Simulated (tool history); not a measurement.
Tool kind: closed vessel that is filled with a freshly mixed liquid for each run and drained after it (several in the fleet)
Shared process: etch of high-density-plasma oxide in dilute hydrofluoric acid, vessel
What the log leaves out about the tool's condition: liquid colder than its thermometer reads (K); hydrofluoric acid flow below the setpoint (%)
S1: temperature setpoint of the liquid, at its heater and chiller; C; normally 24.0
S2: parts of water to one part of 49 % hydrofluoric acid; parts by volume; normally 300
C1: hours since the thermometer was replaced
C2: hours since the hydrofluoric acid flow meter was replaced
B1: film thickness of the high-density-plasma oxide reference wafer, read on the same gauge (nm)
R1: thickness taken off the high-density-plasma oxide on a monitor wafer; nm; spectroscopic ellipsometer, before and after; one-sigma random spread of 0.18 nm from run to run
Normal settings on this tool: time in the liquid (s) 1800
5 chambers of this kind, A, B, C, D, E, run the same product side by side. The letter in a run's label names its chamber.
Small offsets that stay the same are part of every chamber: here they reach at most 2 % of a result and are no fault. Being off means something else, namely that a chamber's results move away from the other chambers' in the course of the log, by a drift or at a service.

{"run": "1A", "hour": 9.1, "S1": 24.0, "S2": 300, "time in the liquid (s)": 1800, "C1": 15.7, "C2": 1327.7, "B1": 110.04, "R1": 31.973}
{"run": "2D", "hour": 13.2, "S1": 24.0, "S2": 300, "time in the liquid (s)": 1800, "C1": 1314.1, "C2": 1627.1, "B1": 110.0, "R1": 31.943}
{"run": "3B", "hour": 18.8, "S1": 24.0, "S2": 300, "time in the liquid (s)": 1800, "C1": 2110.7, "C2": 1003.9, "B1": 110.0, "R1": 32.006}
{"run": "4C", "hour": 23.8, "S1": 24.0, "S2": 300, "time in the liquid (s)": 1800, "C1": 600.9, "C2": 94.9, "B1": 110.02, "R1": 32.51}
{"run": "5E", "hour": 28.6, "S1": 24.0, "S2": 300, "time in the liquid (s)": 1000, "C1": 924.4, "C2": 204.9, "B1": 109.98, "R1": 17.815}
{"run": "6C", "hour": 35.8, "S1": 24.0, "S2": 300, "time in the liquid (s)": 1000, "C1": 612.9, "C2": 106.9, "B1": 110.02, "R1": 18.142}
{"run": "7A", "hour": 43.2, "S1": 24.0, "S2": 300, "time in the liquid (s)": 1000, "C1": 49.8, "C2": 1361.8, "B1": 110.02, "R1": 17.926}
{"run": "8E", "hour": 48.0, "S1": 24.0, "S2": 300, "time in the liquid (s)": 1000, "C1": 943.8, "C2": 224.3, "B1": 110.02, "R1": 18.015}
{"run": "9B", "hour": 53.0, "S1": 24.0, "S2": 300, "time in the liquid (s)": 1000, "C1": 2144.9, "C2": 1038.1, "B1": 110.01, "R1": 17.961}
{"hour": 53.5, "done": "chamber A: hydrofluoric acid flow meter replaced"}
{"run": "10D", "hour": 62.1, "S1": 24.0, "S2": 300, "time in the liquid (s)": 1800, "C1": 1363.0, "C2": 1676.0, "B1": 110.02, "R1": 32.218}
{"run": "11B", "hour": 70.5, "S1": 25.5, "S2": 300, "time in the liquid (s)": 1460, "C1": 2162.4, "C2": 1055.6, "B1": 110.0, "R1": 27.736}
{"run": "12A", "hour": 77.0, "S1": 25.5, "S2": 300, "time in the liquid (s)": 1460, "C1": 83.6, "C2": 23.6, "B1": 110.0, "R1": 27.766}
{"run": "13C", "hour": 81.0, "S1": 25.5, "S2": 300, "time in the liquid (s)": 1460, "C1": 658.1, "C2": 152.1, "B1": 110.02, "R1": 27.997}
{"run": "14D", "hour": 88.0, "S1": 25.5, "S2": 300, "time in the liquid (s)": 1460, "C1": 1388.9, "C2": 1701.9, "B1": 110.03, "R1": 27.524}
{"run": "15E", "hour": 94.5, "S1": 25.5, "S2": 300, "time in the liquid (s)": 1460, "C1": 990.3, "C2": 270.8, "B1": 110.01, "R1": 27.308}
{"run": "16C", "hour": 99.3, "S1": 24.0, "S2": 300, "time in the liquid (s)": 1800, "C1": 676.4, "C2": 170.4, "B1": 110.01, "R1": 32.46}
{"run": "17D", "hour": 103.5, "S1": 24.0, "S2": 300, "time in the liquid (s)": 1800, "C1": 1404.4, "C2": 1717.4, "B1": 110.02, "R1": 32.406}
{"run": "18B", "hour": 109.4, "S1": 24.0, "S2": 300, "time in the liquid (s)": 1800, "C1": 2201.3, "C2": 1094.5, "B1": 110.0, "R1": 31.803}
{"run": "19E", "hour": 115.4, "S1": 24.0, "S2": 395, "time in the liquid (s)": 1800, "C1": 1011.2, "C2": 291.7, "B1": 110.03, "R1": 22.45}
{"run": "20A", "hour": 120.7, "S1": 24.0, "S2": 395, "time in the liquid (s)": 1800, "C1": 127.3, "C2": 67.3, "B1": 110.0, "R1": 22.118}
{"run": "21A", "hour": 127.8, "S1": 24.0, "S2": 395, "time in the liquid (s)": 1800, "C1": 134.4, "C2": 74.4, "B1": 110.01, "R1": 22.28}
{"run": "22C", "hour": 133.7, "S1": 24.0, "S2": 395, "time in the liquid (s)": 1800, "C1": 710.8, "C2": 204.8, "B1": 110.01, "R1": 22.718}
{"run": "23E", "hour": 138.7, "S1": 24.0, "S2": 395, "time in the liquid (s)": 1800, "C1": 1034.5, "C2": 315.0, "B1": 110.04, "R1": 22.317}
{"run": "24D", "hour": 144.1, "S1": 24.0, "S2": 300, "time in the liquid (s)": 1800, "C1": 1445.0, "C2": 1758.0, "B1": 110.02, "R1": 32.243}
{"run": "25B", "hour": 152.6, "S1": 24.0, "S2": 300, "time in the liquid (s)": 1800, "C1": 2244.5, "C2": 1137.7, "B1": 110.01, "R1": 31.281}
{"run": "26B", "hour": 160.9, "S1": 24.0, "S2": 300, "time in the liquid (s)": 2395, "C1": 2252.8, "C2": 1146.0, "B1": 110.0, "R1": 41.225}
{"run": "27A", "hour": 169.9, "S1": 24.0, "S2": 300, "time in the liquid (s)": 2395, "C1": 176.5, "C2": 116.5, "B1": 109.99, "R1": 42.122}
{"run": "28D", "hour": 175.4, "S1": 24.0, "S2": 300, "time in the liquid (s)": 2395, "C1": 1476.3, "C2": 1789.3, "B1": 109.99, "R1": 42.611}
{"run": "29E", "hour": 183.7, "S1": 24.0, "S2": 300, "time in the liquid (s)": 2395, "C1": 1079.5, "C2": 360.0, "B1": 110.01, "R1": 42.089}
{"run": "30C", "hour": 189.5, "S1": 24.0, "S2": 300, "time in the liquid (s)": 2395, "C1": 766.6, "C2": 260.6, "B1": 109.99, "R1": 43.297}
{"run": "31C", "hour": 196.2, "S1": 24.0, "S2": 300, "time in the liquid (s)": 1800, "C1": 773.3, "C2": 267.3, "B1": 110.0, "R1": 32.335}
{"run": "32B", "hour": 202.9, "S1": 26.0, "S2": 300, "time in the liquid (s)": 1800, "C1": 2294.8, "C2": 1188.0, "B1": 110.02, "R1": 33.059}
{"run": "33E", "hour": 209.6, "S1": 26.0, "S2": 300, "time in the liquid (s)": 1800, "C1": 1105.4, "C2": 385.9, "B1": 110.01, "R1": 34.422}
{"run": "34D", "hour": 217.1, "S1": 26.0, "S2": 300, "time in the liquid (s)": 1800, "C1": 1518.0, "C2": 1831.0, "B1": 110.0, "R1": 34.404}
{"run": "35A", "hour": 224.4, "S1": 26.0, "S2": 300, "time in the liquid (s)": 1800, "C1": 231.0, "C2": 171.0, "B1": 109.97, "R1": 34.359}
{"run": "36C", "hour": 230.4, "S1": 26.0, "S2": 300, "time in the liquid (s)": 1800, "C1": 807.5, "C2": 301.5, "B1": 109.97, "R1": 34.809}
{"run": "37D", "hour": 236.5, "S1": 24.0, "S2": 300, "time in the liquid (s)": 1800, "C1": 1537.4, "C2": 1850.4, "B1": 110.01, "R1": 31.918}
{"run": "38E", "hour": 244.7, "S1": 24.0, "S2": 300, "time in the liquid (s)": 1800, "C1": 1140.5, "C2": 421.0, "B1": 109.97, "R1": 32.197}
{"run": "39A", "hour": 250.5, "S1": 28.0, "S2": 300, "time in the liquid (s)": 960, "C1": 257.1, "C2": 197.1, "B1": 110.01, "R1": 19.66}
{"run": "40B", "hour": 255.3, "S1": 28.0, "S2": 300, "time in the liquid (s)": 960, "C1": 2347.2, "C2": 1240.4, "B1": 110.0, "R1": 18.193}
{"run": "41B", "hour": 261.6, "S1": 28.0, "S2": 300, "time in the liquid (s)": 960, "C1": 2353.5, "C2": 1246.7, "B1": 109.99, "R1": 18.186}
{"run": "42D", "hour": 268.3, "S1": 28.0, "S2": 300, "time in the liquid (s)": 960, "C1": 1569.2, "C2": 1882.2, "B1": 109.97, "R1": 19.653}
{"run": "43A", "hour": 274.0, "S1": 28.0, "S2": 300, "time in the liquid (s)": 960, "C1": 280.6, "C2": 220.6, "B1": 110.01, "R1": 19.563}

Next, all 5 chambers run the settings below, one line each with question marks for the results. What does each chamber give?
{"run": "44A", "hour": 280.6, "S1": 24.0, "S2": 300, "time in the liquid (s)": 1800, "R1": "?"}
{"run": "44B", "hour": 280.6, "S1": 24.0, "S2": 300, "time in the liquid (s)": 1800, "R1": "?"}
{"run": "44C", "hour": 280.6, "S1": 24.0, "S2": 300, "time in the liquid (s)": 1800, "R1": "?"}
{"run": "44D", "hour": 280.6, "S1": 24.0, "S2": 300, "time in the liquid (s)": 1800, "R1": "?"}
{"run": "44E", "hour": 280.6, "S1": 24.0, "S2": 300, "time in the liquid (s)": 1800, "R1": "?"}

run=44A R1=32.250
run=44B R1=29.764
run=44C R1=32.854
run=44D R1=31.927
run=44E R1=31.949

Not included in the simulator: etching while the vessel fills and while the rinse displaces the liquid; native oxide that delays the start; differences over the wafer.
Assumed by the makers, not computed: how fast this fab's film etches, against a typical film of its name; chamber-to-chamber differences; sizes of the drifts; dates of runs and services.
